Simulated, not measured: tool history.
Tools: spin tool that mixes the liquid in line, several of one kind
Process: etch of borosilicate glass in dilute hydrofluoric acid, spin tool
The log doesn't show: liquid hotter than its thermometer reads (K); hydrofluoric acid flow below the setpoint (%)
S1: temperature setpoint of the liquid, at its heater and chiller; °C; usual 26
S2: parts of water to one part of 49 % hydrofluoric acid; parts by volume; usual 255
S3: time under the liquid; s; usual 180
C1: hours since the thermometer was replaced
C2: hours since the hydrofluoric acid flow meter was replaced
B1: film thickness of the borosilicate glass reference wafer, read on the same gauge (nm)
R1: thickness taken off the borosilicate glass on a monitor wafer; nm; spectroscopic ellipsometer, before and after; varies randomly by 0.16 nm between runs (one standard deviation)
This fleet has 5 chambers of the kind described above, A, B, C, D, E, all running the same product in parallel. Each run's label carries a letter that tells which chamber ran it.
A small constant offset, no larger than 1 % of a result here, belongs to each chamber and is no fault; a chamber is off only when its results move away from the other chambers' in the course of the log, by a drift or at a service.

run,hour,S1,S2,S3,C1,C2,B1,R1
1D,8.3,26,255,180,102.5,836.5,150,17.564
2E,15.3,26,255,180,201.7,69.2,149.96,17.175
3B,20.4,26,255,180,289.2,662.6,150,17.03
4C,27.4,26,255,180,1811.4,1539.9,149.97,17.195
5A,32.3,26,255,180,33.2,429.6,150.04,17.288
6E,39.9,26,255,180,226.3,93.8,150.02,17.201
7A,49.6,26,255,180,50.5,446.9,150,17.201
8D,54.2,26,255,180,148.4,882.4,150.02,17.383
9B,59.7,26,255,180,328.5,701.9,150.05,17.049
10C,68.2,26,255,180,1852.2,1580.7,150.03,17.226
11A,73.8,26,255,180,74.7,471.1,150.01,17.349
12E,81.1,26,255,180,267.5,135,150.05,17.448
13D,85.7,26,255,180,179.9,913.9,150.02,17.414
14C,95.5,26,255,180,1879.5,1608,149.99,17.581
15B,105.4,26,255,180,374.2,747.6,149.99,17.222
16D,114.3,26,255,180,208.5,942.5,150.01,17.306
17B,119.8,26,255,180,388.6,762,150.06,17.155
18C,126.1,26,255,180,1910.1,1638.6,149.99,17.211
19E,132.7,26,255,180,319.1,186.6,149.94,17.349
20A,137.5,26,255,180,138.4,534.8,150.02,17.341
21C,147.2,26,370,85,1931.2,1659.7,150,4.9846
22B,152.7,26,370,85,421.5,794.9,150,4.9919
23A,158.9,26,370,85,159.8,556.2,150,5.014
24E,167.3,26,370,85,353.7,221.2,149.99,5.1401
25D,173.5,26,370,85,267.7,1001.7,150,5.0756
# hour 178: chamber B: hydrofluoric acid flow meter replaced
26D,183.5,26,255,180,277.7,1011.7,150.01,17.64
27B,188.4,26,255,180,457.2,10.4,149.99,17.293
28C,197.6,26,255,180,1981.6,1710.1,149.98,17.612
# hour 199.2: chamber C: thermometer replaced
29A,207.8,26,255,180,208.7,605.1,149.98,17.165
30E,216.6,26,255,180,403,270.5,149.99,18.193
31E,222.8,26,255,180,409.2,276.7,150.02,18.124
32B,231.4,26,360,225,500.2,53.4,150.01,13.759
# hour 235.5: chamber C: hydrofluoric acid flow meter replaced
33A,235.9,26,360,225,236.8,633.2,149.95,13.591
34C,244.1,26,360,225,45,8.7,149.98,13.827
35D,253.2,26,360,225,347.4,1081.4,150.01,14.018
36D,258.5,26,360,225,352.7,1086.7,150.01,13.617
37E,266.7,26,255,180,453.1,320.6,149.98,18.231
38C,271.4,26,255,180,72.3,36,149.98,17.458
39A,281.1,26,255,180,282,678.4,149.98,17.276
40B,286.3,26,255,180,555.1,108.3,150,17.176

All chambers now run identical settings, listed one chamber a line with results as question marks. What results will each chamber show?
41A,293.7,26,255,85,,,,?
41B,293.7,26,255,85,,,,?
41C,293.7,26,255,85,,,,?
41D,293.7,26,255,85,,,,?
41E,293.7,26,255,85,,,,?

run,R1
41A,8.2308
41B,8.1326
41C,8.341
41D,8.1624
41E,8.822
